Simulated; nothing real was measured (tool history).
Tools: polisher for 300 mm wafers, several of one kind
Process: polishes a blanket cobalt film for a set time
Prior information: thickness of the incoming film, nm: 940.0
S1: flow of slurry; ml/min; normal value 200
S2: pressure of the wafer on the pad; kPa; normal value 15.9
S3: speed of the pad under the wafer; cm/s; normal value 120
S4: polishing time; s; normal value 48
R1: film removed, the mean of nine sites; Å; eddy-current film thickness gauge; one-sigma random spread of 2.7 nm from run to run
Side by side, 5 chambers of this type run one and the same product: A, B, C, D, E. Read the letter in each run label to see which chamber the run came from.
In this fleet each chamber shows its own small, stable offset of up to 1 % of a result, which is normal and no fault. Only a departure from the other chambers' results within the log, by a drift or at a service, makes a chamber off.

| run | day | S1 | S2 | S3 | S4 | R1 |
|---|---|---|---|---|---|---|
|  | 0.092 | chamber D: worn pad replaced by a new one |
| 1D | 0.271 | 200 | 15.9 | 120 | 48 | 3948.4 |
| 2B | 0.542 | 200 | 15.9 | 120 | 48 | 3990.2 |
|  | 0.696 | chamber A: slurry nozzle cleaned |
| 3A | 0.838 | 200 | 15.9 | 120 | 48 | 3986.5 |
| 4C | 1.054 | 200 | 15.9 | 120 | 48 | 4008.2 |
| 5E | 1.396 | 200 | 15.9 | 120 | 48 | 4023 |
|  | 1.462 | chamber C: worn pad replaced by a new one |
| 6C | 1.683 | 235 | 15.9 | 120 | 48 | 4054 |
| 7D | 1.971 | 235 | 15.9 | 120 | 48 | 4058.8 |
|  | 2.142 | chamber A: worn pad replaced by a new one |
| 8E | 2.3 | 235 | 15.9 | 120 | 48 | 4101.3 |
|  | 2.433 | chamber B: worn pad replaced by a new one |
| 9A | 2.617 | 235 | 15.9 | 120 | 48 | 4103 |
| 10B | 2.954 | 235 | 15.9 | 120 | 48 | 4056.7 |
| 11A | 3.238 | 200 | 15.9 | 120 | 48 | 3979.7 |
|  | 3.454 | chamber E: worn pad replaced by a new one |
| 12B | 3.542 | 200 | 15.9 | 120 | 48 | 3987.9 |
|  | 3.604 | chamber B: slurry nozzle cleaned |
| 13D | 3.754 | 200 | 15.9 | 120 | 48 | 3912.4 |
| 14E | 3.946 | 200 | 15.9 | 120 | 48 | 4005.1 |
| 15C | 4.308 | 200 | 15.9 | 120 | 48 | 4030.3 |
| 16D | 4.592 | 200 | 15.9 | 120 | 48 | 3968.8 |
|  | 4.654 | chamber A: worn pad replaced by a new one |
|  | 4.846 | chamber D: worn pad replaced by a new one |
| 17E | 4.971 | 200 | 15.9 | 120 | 48 | 4008.6 |
| 18C | 5.229 | 200 | 15.9 | 120 | 48 | 4038.3 |
| 19A | 5.6 | 200 | 15.9 | 120 | 48 | 4084 |
| 20B | 5.9 | 200 | 15.9 | 120 | 48 | 4050.5 |
| 21E | 6.279 | 200 | 15.9 | 120 | 48 | 4070.4 |
| 22C | 6.667 | 200 | 15.9 | 120 | 48 | 3989.8 |
| 23B | 7.029 | 200 | 15.9 | 120 | 48 | 4025.5 |
|  | 7.233 | chamber B: worn pad replaced by a new one |
|  | 7.275 | chamber A: worn pad replaced by a new one |
| 24A | 7.375 | 200 | 11 | 120 | 48 | 2812.2 |
| 25D | 7.65 | 200 | 11 | 120 | 48 | 2769.8 |
|  | 7.771 | chamber C: worn pad replaced by a new one |
| 26D | 7.892 | 200 | 11 | 120 | 48 | 2774.2 |
| 27C | 8.188 | 200 | 11 | 120 | 48 | 2786.8 |
| 28E | 8.4 | 200 | 11 | 120 | 48 | 2812.5 |
|  | 8.521 | chamber E: worn pad replaced by a new one |
| 29A | 8.771 | 200 | 15.9 | 120 | 48 | 4043.2 |
|  | 8.988 | chamber D: head pressure recalibrated |
| 30B | 9.108 | 155 | 15.9 | 120 | 48 | 3858.4 |
| 31A | 9.388 | 155 | 15.9 | 120 | 48 | 3862.3 |
|  | 9.629 | chamber A: worn pad replaced by a new one |
| 32C | 9.667 | 155 | 15.9 | 120 | 48 | 3828.8 |
|  | 9.921 | chamber D: worn pad replaced by a new one |
| 33B | 10.058 | 155 | 15.9 | 120 | 48 | 3839 |
|  | 10.183 | chamber C: head pressure recalibrated |
| 34D | 10.421 | 155 | 15.9 | 120 | 48 | 3872.4 |
| 35E | 10.754 | 200 | 15.9 | 120 | 48 | 4004.6 |
| 36E | 11.046 | 200 | 15.9 | 120 | 48 | 4056.7 |
| 37D | 11.342 | 200 | 15.9 | 120 | 48 | 3983.2 |
|  | 11.404 | chamber E: head pressure recalibrated |
| 38A | 11.55 | 200 | 15.9 | 120 | 48 | 3984.5 |
| 39C | 11.938 | 200 | 15.9 | 120 | 48 | 3970.8 |
|  | 11.992 | chamber B: worn pad replaced by a new one |
| 40B | 12.308 | 200 | 15.9 | 120 | 48 | 3992.1 |
| 41E | 12.612 | 200 | 15.9 | 120 | 48 | 3976.8 |
| 42D | 12.971 | 200 | 19.3 | 120 | 48 | 4881.5 |
| 43B | 13.258 | 200 | 19.3 | 120 | 48 | 4832 |
| 44C | 13.475 | 200 | 19.3 | 120 | 48 | 4829.2 |

Decide between three cases: one chamber stands off from its peers, the gauge reading all wafers drifts, or nothing is wrong past each chamber's small offset. Where a chamber is off, say which and what most likely put it there.

All chambers stay in line apart from their small fixed offsets, and the gauge does not drift.
